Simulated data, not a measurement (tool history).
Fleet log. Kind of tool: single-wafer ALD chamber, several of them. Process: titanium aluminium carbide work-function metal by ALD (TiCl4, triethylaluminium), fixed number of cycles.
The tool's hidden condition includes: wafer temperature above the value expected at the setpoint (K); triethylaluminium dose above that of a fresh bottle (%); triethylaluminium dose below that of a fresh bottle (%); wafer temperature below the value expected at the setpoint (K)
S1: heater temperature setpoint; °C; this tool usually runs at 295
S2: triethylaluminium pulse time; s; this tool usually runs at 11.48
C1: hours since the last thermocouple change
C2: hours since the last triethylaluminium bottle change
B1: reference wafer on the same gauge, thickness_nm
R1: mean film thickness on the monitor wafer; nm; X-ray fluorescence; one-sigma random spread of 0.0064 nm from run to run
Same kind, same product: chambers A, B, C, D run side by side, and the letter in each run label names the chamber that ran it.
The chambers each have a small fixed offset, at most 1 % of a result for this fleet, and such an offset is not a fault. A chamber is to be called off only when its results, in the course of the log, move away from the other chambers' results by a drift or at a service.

{"run": "1B", "hour": 3.7, "S1": 295, "S2": 11.48, "C1": 2028, "C2": 798.5, "B1": 1.821, "R1": 1.9813}
{"run": "2D", "hour": 6.6, "S1": 295, "S2": 11.48, "C1": 791.2, "C2": 825.8, "B1": 1.8193, "R1": 1.9827}
{"run": "3A", "hour": 9.8, "S1": 295, "S2": 11.48, "C1": 392.3, "C2": 461.6, "B1": 1.8203, "R1": 1.9821}
{"run": "4C", "hour": 14.1, "S1": 295, "S2": 11.48, "C1": 977.5, "C2": 674.3, "B1": 1.8195, "R1": 1.9565}
{"run": "5C", "hour": 17.2, "S1": 295, "S2": 11.48, "C1": 980.6, "C2": 677.4, "B1": 1.821, "R1": 1.9634}
{"run": "6A", "hour": 22.0, "S1": 295, "S2": 11.48, "C1": 404.5, "C2": 473.8, "B1": 1.82, "R1": 1.9823}
{"run": "7D", "hour": 26.7, "S1": 295, "S2": 11.48, "C1": 811.3, "C2": 845.9, "B1": 1.82, "R1": 1.9832}
{"run": "8B", "hour": 31.9, "S1": 295, "S2": 11.48, "C1": 2056.2, "C2": 826.7, "B1": 1.8207, "R1": 1.9787}
{"run": "9B", "hour": 37.8, "S1": 295, "S2": 11.48, "C1": 2062.1, "C2": 832.6, "B1": 1.819, "R1": 1.9808}
{"run": "10D", "hour": 42.4, "S1": 295, "S2": 11.48, "C1": 827, "C2": 861.6, "B1": 1.82, "R1": 1.9898}
{"run": "11C", "hour": 47.0, "S1": 295, "S2": 11.48, "C1": 1010.4, "C2": 707.2, "B1": 1.8193, "R1": 1.9636}
{"run": "12A", "hour": 50.1, "S1": 295, "S2": 11.48, "C1": 432.6, "C2": 501.9, "B1": 1.8186, "R1": 1.9839}
{"run": "13D", "hour": 53.6, "S1": 295, "S2": 11.48, "C1": 838.2, "C2": 872.8, "B1": 1.8192, "R1": 1.9912}
{"run": "14B", "hour": 57.6, "S1": 284, "S2": 13.41, "C1": 2081.9, "C2": 852.4, "B1": 1.8204, "R1": 1.9054}
{"run": "15C", "hour": 61.8, "S1": 284, "S2": 13.41, "C1": 1025.2, "C2": 722, "B1": 1.8188, "R1": 1.8898}
{"run": "16A", "hour": 67.1, "S1": 284, "S2": 13.41, "C1": 449.6, "C2": 518.9, "B1": 1.8185, "R1": 1.9165}
{"run": "17D", "hour": 71.0, "S1": 284, "S2": 13.41, "C1": 855.6, "C2": 890.2, "B1": 1.8194, "R1": 1.9123}
{"run": "18A", "hour": 73.7, "S1": 295, "S2": 11.48, "C1": 456.2, "C2": 525.5, "B1": 1.82, "R1": 1.9877}
{"run": "19C", "hour": 76.9, "S1": 295, "S2": 11.48, "C1": 1040.3, "C2": 737.1, "B1": 1.8196, "R1": 1.9633}
{"run": "20B", "hour": 81.4, "S1": 295, "S2": 11.48, "C1": 2105.7, "C2": 876.2, "B1": 1.8211, "R1": 1.9788}
{"run": "21B", "hour": 86.4, "S1": 295, "S2": 11.48, "C1": 2110.7, "C2": 881.2, "B1": 1.8199, "R1": 1.9781}
{"run": "22A", "hour": 92.2, "S1": 295, "S2": 11.48, "C1": 474.7, "C2": 544, "B1": 1.8195, "R1": 1.9797}
{"run": "23D", "hour": 97.7, "S1": 295, "S2": 11.48, "C1": 882.3, "C2": 916.9, "B1": 1.8192, "R1": 1.9894}
{"run": "24C", "hour": 101.4, "S1": 295, "S2": 11.48, "C1": 1064.8, "C2": 761.6, "B1": 1.8205, "R1": 1.9681}
{"run": "25A", "hour": 106.3, "S1": 295, "S2": 11.48, "C1": 488.8, "C2": 558.1, "B1": 1.8198, "R1": 1.9954}
{"run": "26B", "hour": 109.1, "S1": 295, "S2": 14.47, "C1": 2133.4, "C2": 903.9, "B1": 1.8205, "R1": 2.0018}
{"hour": 111.9, "done": "chamber C: triethylaluminium bottle replaced"}
{"run": "27D", "hour": 112.5, "S1": 295, "S2": 14.47, "C1": 897.1, "C2": 931.7, "B1": 1.821, "R1": 2.0082}
{"run": "28C", "hour": 115.4, "S1": 295, "S2": 14.47, "C1": 1078.8, "C2": 3.6, "B1": 1.8211, "R1": 2.0043}
{"run": "29C", "hour": 119.1, "S1": 295, "S2": 14.47, "C1": 1082.5, "C2": 7.3, "B1": 1.8192, "R1": 1.9892}
{"run": "30D", "hour": 124.8, "S1": 295, "S2": 11.48, "C1": 909.4, "C2": 944, "B1": 1.8188, "R1": 1.9966}
{"run": "31B", "hour": 129.3, "S1": 295, "S2": 11.48, "C1": 2153.6, "C2": 924.1, "B1": 1.8203, "R1": 1.984}
{"run": "32A", "hour": 133.9, "S1": 303, "S2": 7.52, "C1": 516.4, "C2": 585.7, "B1": 1.8208, "R1": 1.9513}
{"run": "33B", "hour": 136.7, "S1": 303, "S2": 7.52, "C1": 2161, "C2": 931.5, "B1": 1.8203, "R1": 1.9118}
{"run": "34D", "hour": 141.2, "S1": 303, "S2": 7.52, "C1": 925.8, "C2": 960.4, "B1": 1.82, "R1": 1.9417}

Which is it: a chamber that has drifted or been left off by a service, a gauge drift common to all chambers, or only each chamber's usual small offset? If a chamber is off, name it and its likeliest cause.

Neither any chamber nor the gauge drifts; the chambers differ only by their own small, steady offsets.
